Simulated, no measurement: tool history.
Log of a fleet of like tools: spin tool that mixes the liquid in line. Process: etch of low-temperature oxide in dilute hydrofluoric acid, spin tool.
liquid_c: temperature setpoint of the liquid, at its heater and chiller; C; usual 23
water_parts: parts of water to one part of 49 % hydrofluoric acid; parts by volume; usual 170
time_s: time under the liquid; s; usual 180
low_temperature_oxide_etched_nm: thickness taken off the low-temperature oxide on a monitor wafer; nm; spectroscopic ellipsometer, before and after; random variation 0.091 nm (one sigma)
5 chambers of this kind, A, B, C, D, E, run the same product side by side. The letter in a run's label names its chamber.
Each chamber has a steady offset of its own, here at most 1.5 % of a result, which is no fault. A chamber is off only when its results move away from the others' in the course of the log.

| run | day | liquid_c | water_parts | time_s | read-back film thickness of the low-temperature oxide reference wafer, read on the same gauge (nm) | low_temperature_oxide_etched_nm |
|---|---|---|---|---|---|---|
| 1D | 0.196 | 23 | 170 | 180 | 89.99 | 10.166 |
| 2A | 0.454 | 23 | 170 | 180 | 89.996 | 9.8815 |
| 3C | 0.638 | 23 | 170 | 180 | 90.017 | 10.014 |
| 4B | 0.9 | 23 | 170 | 180 | 89.985 | 10.142 |
| 5E | 1.038 | 23 | 205 | 95 | 90.047 | 4.1273 |
| 6B | 1.25 | 23 | 205 | 95 | 90 | 4.2682 |
| 7C | 1.404 | 23 | 205 | 95 | 89.972 | 4.1804 |
| 8D | 1.546 | 23 | 205 | 95 | 90.046 | 4.1794 |
| 9A | 1.804 | 23 | 205 | 95 | 89.992 | 4.2066 |
| 10E | 1.979 | 19 | 170 | 150 | 89.952 | 7.0606 |
| 11A | 2.138 | 19 | 170 | 150 | 90.055 | 7.0267 |
| 12E | 2.321 | 19 | 170 | 150 | 89.974 | 7.1284 |
| 13B | 2.488 | 19 | 170 | 150 | 90.015 | 7.229 |
| 14C | 2.65 | 19 | 170 | 150 | 90.001 | 7.1387 |
| 15D | 2.825 | 23 | 170 | 180 | 90.018 | 9.9616 |
| 16C | 2.958 | 23 | 170 | 180 | 89.975 | 9.9506 |
| 17B | 3.088 | 23 | 170 | 180 | 90.021 | 9.9847 |
| 18D | 3.238 | 20 | 170 | 125 | 90.011 | 6.2012 |
| 19A | 3.425 | 20 | 170 | 125 | 89.994 | 6.1874 |
| 20E | 3.65 | 20 | 170 | 125 | 89.979 | 6.3461 |
| 21A | 3.838 | 20 | 170 | 125 | 89.933 | 6.1488 |
| 22B | 3.962 | 20 | 170 | 125 | 90.058 | 6.2321 |
| 23D | 4.083 | 23 | 170 | 180 | 90.012 | 10.111 |
| 24E | 4.271 | 23 | 170 | 180 | 90.033 | 10.248 |
| 25C | 4.462 | 23 | 170 | 180 | 89.954 | 9.8423 |
| 26D | 4.583 | 23 | 170 | 180 | 89.985 | 9.9997 |
| 27B | 4.758 | 23 | 170 | 180 | 90.014 | 9.9766 |
| 28E | 4.996 | 23 | 170 | 180 | 89.954 | 10.517 |
| 29C | 5.204 | 23 | 170 | 180 | 90.011 | 10.123 |
| 30A | 5.454 | 23 | 170 | 180 | 90.027 | 9.8202 |
| 31D | 5.612 | 23 | 170 | 180 | 90.033 | 9.8176 |
| 32E | 5.779 | 23 | 170 | 180 | 90.049 | 10.618 |
| 33C | 6.017 | 23 | 170 | 180 | 90.019 | 10.05 |

What goes on in this fleet: one chamber off, a drifting gauge, or nothing beyond the chambers' own small offsets? Name the chamber and the cause, if any.

Chamber E drifts away from the others.
Cause: liquid hotter than its thermometer reads (K) = 2.48.
The log may not tell that from: hydrofluoric acid flow above the setpoint (%).

Here are 4 candidates for chamber E's next run, each the usual settings with a change, their results left as question marks. Which one brings its results back in line with what the others give on the usual settings?
In line means no further than this from the other chambers' mean on the usual settings: low_temperature_oxide_etched_nm 0.32 nm
| 34E-1 | 6.212 | 23 | 175 | 175 |  | ? |
| 34E-2 | 6.212 | 27 | 170 | 180 |  | ? |
| 34E-3 | 6.212 | 23 | 195 | 180 |  | ? |
| 34E-4 | 6.212 | 23 | 160 | 180 |  | ? |

The other chambers' mean on the usual settings: low_temperature_oxide_etched_nm 10.004 nm
| run | low_temperature_oxide_etched_nm |
|---|---|
| 34E-1 | 10.171 |
| 34E-2 | 12.528 |
| 34E-3 | 9.1938 |
| 34E-4 | 11.625 |
34E-1 brings the chamber back in line.
